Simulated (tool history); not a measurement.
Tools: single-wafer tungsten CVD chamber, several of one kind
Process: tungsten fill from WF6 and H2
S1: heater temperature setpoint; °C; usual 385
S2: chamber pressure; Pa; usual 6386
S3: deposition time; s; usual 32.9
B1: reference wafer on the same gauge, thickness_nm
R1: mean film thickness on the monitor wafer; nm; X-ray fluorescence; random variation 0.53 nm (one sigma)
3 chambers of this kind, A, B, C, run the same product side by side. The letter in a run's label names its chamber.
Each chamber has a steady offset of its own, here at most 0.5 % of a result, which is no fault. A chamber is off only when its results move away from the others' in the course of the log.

{"run": "1A", "hour": 6.1, "S1": 385, "S2": 6386, "S3": 32.9, "B1": 96.813, "R1": 90.116}
{"run": "2B", "hour": 9.8, "S1": 385, "S2": 6386, "S3": 32.9, "B1": 96.857, "R1": 88.868}
{"run": "3C", "hour": 14.0, "S1": 385, "S2": 6386, "S3": 32.9, "B1": 96.859, "R1": 88.508}
{"run": "4A", "hour": 18.2, "S1": 385, "S2": 6386, "S3": 32.9, "B1": 96.702, "R1": 88.176}
{"run": "5C", "hour": 21.8, "S1": 385, "S2": 7586, "S3": 38.2, "B1": 96.652, "R1": 111.98}
{"run": "6B", "hour": 25.2, "S1": 385, "S2": 7586, "S3": 38.2, "B1": 96.8, "R1": 111.72}
{"run": "7A", "hour": 28.3, "S1": 385, "S2": 7586, "S3": 38.2, "B1": 96.775, "R1": 112.02}
{"run": "8C", "hour": 32.0, "S1": 385, "S2": 6386, "S3": 32.9, "B1": 96.895, "R1": 89.636}
{"run": "9B", "hour": 38.3, "S1": 385, "S2": 6386, "S3": 32.9, "B1": 96.908, "R1": 89.039}
{"run": "10B", "hour": 41.6, "S1": 385, "S2": 6386, "S3": 32.9, "B1": 96.72, "R1": 88.873}
{"run": "11C", "hour": 47.6, "S1": 385, "S2": 6386, "S3": 32.9, "B1": 96.723, "R1": 88.427}
{"run": "12A", "hour": 52.0, "S1": 385, "S2": 6386, "S3": 32.9, "B1": 96.853, "R1": 90.354}
{"run": "13B", "hour": 55.6, "S1": 385, "S2": 6386, "S3": 32.9, "B1": 96.872, "R1": 89.59}
{"run": "14C", "hour": 59.4, "S1": 385, "S2": 6386, "S3": 32.9, "B1": 96.803, "R1": 89.702}
{"run": "15A", "hour": 65.9, "S1": 385, "S2": 6386, "S3": 32.9, "B1": 96.932, "R1": 90.166}
{"run": "16B", "hour": 70.4, "S1": 385, "S2": 6386, "S3": 32.9, "B1": 96.784, "R1": 88.787}
{"run": "17A", "hour": 73.7, "S1": 385, "S2": 7546, "S3": 35.8, "B1": 96.752, "R1": 105.99}
{"run": "18C", "hour": 78.8, "S1": 385, "S2": 7546, "S3": 35.8, "B1": 96.76, "R1": 103.53}
{"run": "19A", "hour": 84.5, "S1": 385, "S2": 7546, "S3": 35.8, "B1": 96.968, "R1": 105.41}
{"run": "20B", "hour": 90.9, "S1": 372, "S2": 6386, "S3": 32.9, "B1": 96.866, "R1": 68.482}
{"run": "21C", "hour": 94.5, "S1": 372, "S2": 6386, "S3": 32.9, "B1": 96.693, "R1": 68.792}
{"run": "22A", "hour": 100.9, "S1": 372, "S2": 6386, "S3": 32.9, "B1": 96.767, "R1": 68.876}
{"run": "23B", "hour": 103.9, "S1": 385, "S2": 6386, "S3": 32.9, "B1": 96.797, "R1": 88.829}
{"run": "24C", "hour": 107.6, "S1": 385, "S2": 6386, "S3": 32.9, "B1": 96.673, "R1": 88.89}
{"run": "25A", "hour": 114.2, "S1": 385, "S2": 6386, "S3": 32.9, "B1": 96.804, "R1": 88.766}

All 3 chambers run these settings next. Forecast each chamber's results:
{"run": "26A", "hour": 119.1, "S1": 385, "S2": 6386, "S3": 32.9, "R1": "?"}
{"run": "26B", "hour": 119.1, "S1": 385, "S2": 6386, "S3": 32.9, "R1": "?"}
{"run": "26C", "hour": 119.1, "S1": 385, "S2": 6386, "S3": 32.9, "R1": "?"}

run=26A R1=89.166
run=26B R1=88.824
run=26C R1=89.452

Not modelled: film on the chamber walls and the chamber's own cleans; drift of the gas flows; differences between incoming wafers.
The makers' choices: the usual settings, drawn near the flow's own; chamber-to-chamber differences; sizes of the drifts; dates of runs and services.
